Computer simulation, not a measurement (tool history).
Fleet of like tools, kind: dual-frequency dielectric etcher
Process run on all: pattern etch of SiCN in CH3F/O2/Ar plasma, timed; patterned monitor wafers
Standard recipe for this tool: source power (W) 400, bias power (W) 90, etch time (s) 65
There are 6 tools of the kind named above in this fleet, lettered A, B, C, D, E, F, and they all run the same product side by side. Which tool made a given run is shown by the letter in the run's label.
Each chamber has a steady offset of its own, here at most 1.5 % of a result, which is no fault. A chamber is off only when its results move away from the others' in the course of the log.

run    day  source power (W)  bias power (W)  etch time (s)  read-back reference wafer on the same gauge, depth_nm  mean etch depth across the wafer (nm)
 1E  0.242               400              90             65                                                 27.109                                 26.531
 2C  0.375               400              90             65                                                 27.103                                 26.293
 3F   0.65               400              90             65                                                 27.108                                 26.183
 4B  0.917               400              90             65                                                 27.116                                 26.364
 5D  1.112               400              90             65                                                 27.111                                 26.477
 6A  1.258               400              90             65                                                 27.118                                 26.414
 7D  1.438               400              90             65                                                  27.12                                 26.513
 8C  1.642               400              90             65                                                 27.129                                 26.277
 9F    1.8               400              90             65                                                 27.119                                 26.206
10A  2.012               400              90             65                                                 27.134                                 26.499
11B   2.15               400              90             65                                                 27.126                                 26.443
12E  2.304               400              90             65                                                 27.127                                 26.542
13B  2.429               400              90           56.5                                                 27.136                                 22.962
14A  2.579               400              90           56.5                                                 27.137                                  23.04
15F  2.862               400              90           56.5                                                 27.135                                 22.754
16E   3.15               400              90           56.5                                                 27.144                                 23.053
17D  3.442               400              90           56.5                                                 27.155                                 23.062
18C  3.658               400              90           56.5                                                 27.161                                 22.891
19A  3.942               400              90             65                                                 27.165                                 26.528
20B  4.079               400              90             65                                                 27.159                                  26.44
21E  4.254               400              90             65                                                 27.159                                 26.569
22D  4.488               400              90             65                                                 27.162                                 26.482
23F    4.7               400              90             65                                                 27.172                                 26.204
24C   4.95               400              90             65                                                 27.179                                 26.239
25F  5.229               400              90             65                                                 27.178                                 26.281
     5.317  -- chamber A: wet clean of the chamber
26B  5.467               400              90             65                                                 27.181                                  26.46
27E  5.696               400              90             65                                                 27.181                                 26.557
28C  5.979               400              90             65                                                 27.191                                 26.318
29A  6.125               400              90             65                                                 27.192                                 26.553
30D  6.292               400              90             65                                                 27.205                                 26.574
     6.354  -- chamber F: wet clean of the chamber
31F  6.462               400              90             65                                                 27.208                                 26.273
32C  6.662               400              90             65                                                 27.201                                 26.351
33B  6.954               400             109             65                                                 27.203                                  28.43
34E  7.083               400             109             65                                                  27.21                                 28.537
35A  7.325               400             109             65                                                 27.204                                 28.471
36D  7.588               400             109             65                                                 27.214                                 28.571

Next, every chamber runs the same settings. What will each give?
37A  7.792               400              79             65                                                                                             ?
37B  7.792               400              79             65                                                                                             ?
37C  7.792               400              79             65                                                                                             ?
37D  7.792               400              79             65                                                                                             ?
37E  7.792               400              79             65                                                                                             ?
37F  7.792               400              79             65                                                                                             ?

run  mean etch depth across the wafer (nm)
37A                                 25.326
37B                                 25.203
37C                                 25.093
37D                                  25.32
37E                                 25.352
37F                                 25.087
